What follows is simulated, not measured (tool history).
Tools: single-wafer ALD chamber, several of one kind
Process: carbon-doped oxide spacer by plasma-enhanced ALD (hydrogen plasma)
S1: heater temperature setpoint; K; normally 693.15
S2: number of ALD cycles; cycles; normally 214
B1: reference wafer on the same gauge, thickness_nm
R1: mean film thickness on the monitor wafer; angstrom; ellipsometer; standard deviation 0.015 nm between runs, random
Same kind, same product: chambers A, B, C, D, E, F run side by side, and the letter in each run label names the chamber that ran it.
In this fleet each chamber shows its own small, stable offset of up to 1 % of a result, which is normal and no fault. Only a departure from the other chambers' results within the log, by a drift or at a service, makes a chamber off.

run	hour	S1	S2	B1	R1
1F	6.6	693.15	214	10.403	100.88
2A	17.6	693.15	214	10.403	101.31
3E	24.2	693.15	214	10.404	101.09
4D	34.3	693.15	214	10.405	101.28
# hour 34.7: chamber E: thermocouple changed; heater temperature recalibrated
5B	41.1	693.15	214	10.404	99.644
6C	50.7	693.15	214	10.41	100.38
7E	60.8	693.15	214	10.411	101.16
8A	74.7	693.15	214	10.416	101.48
9C	85	693.15	214	10.416	100.35
10D	95.2	693.15	214	10.418	101.47
11B	104.6	693.15	214	10.422	99.564
12F	113.5	693.15	214	10.424	100.98
13C	120.9	693.15	214	10.422	100.18
# hour 130.2: chamber F: thermocouple changed; heater temperature recalibrated
14E	133.2	693.15	214	10.421	101.41
15A	145.8	693.15	214	10.429	101.78
16D	156.2	693.15	214	10.432	101.33
17B	162.4	693.15	214	10.425	100.05
18F	171.3	693.15	214	10.431	100.77
19A	181	693.15	214	10.435	101.63
20B	187.3	703.15	230	10.439	104.11
21D	198.8	703.15	230	10.439	105.55
22C	207.4	703.15	230	10.441	104.7
23F	220.9	703.15	230	10.439	104.92
24E	228.9	703.15	230	10.445	105.81
25A	238.4	703.15	230	10.444	105.56
26C	249.5	693.15	214	10.446	100.77
27B	260.3	693.15	214	10.45	99.992
28E	272.8	693.15	214	10.445	101.54
29D	280.9	693.15	214	10.45	101.41
30F	290.4	693.15	214	10.454	101.07
31B	299.7	693.15	214	10.456	99.957
32D	308.1	693.15	214	10.455	101.61
33F	321.8	693.15	214	10.458	101.46
34A	330.9	683.15	214	10.46	105.3
35C	339	683.15	214	10.458	104.3
36E	349.7	683.15	214	10.464	104.9

Which is it: a chamber that has drifted or been left off by a service, a gauge drift common to all chambers, or only each chamber's usual small offset? If a chamber is off, name it and its likeliest cause.

No chamber is off; the gauge reading every chamber's wafers drifts, which makes the whole fleet appear to move together.
Cause: gauge reads high (%) = 0.625.
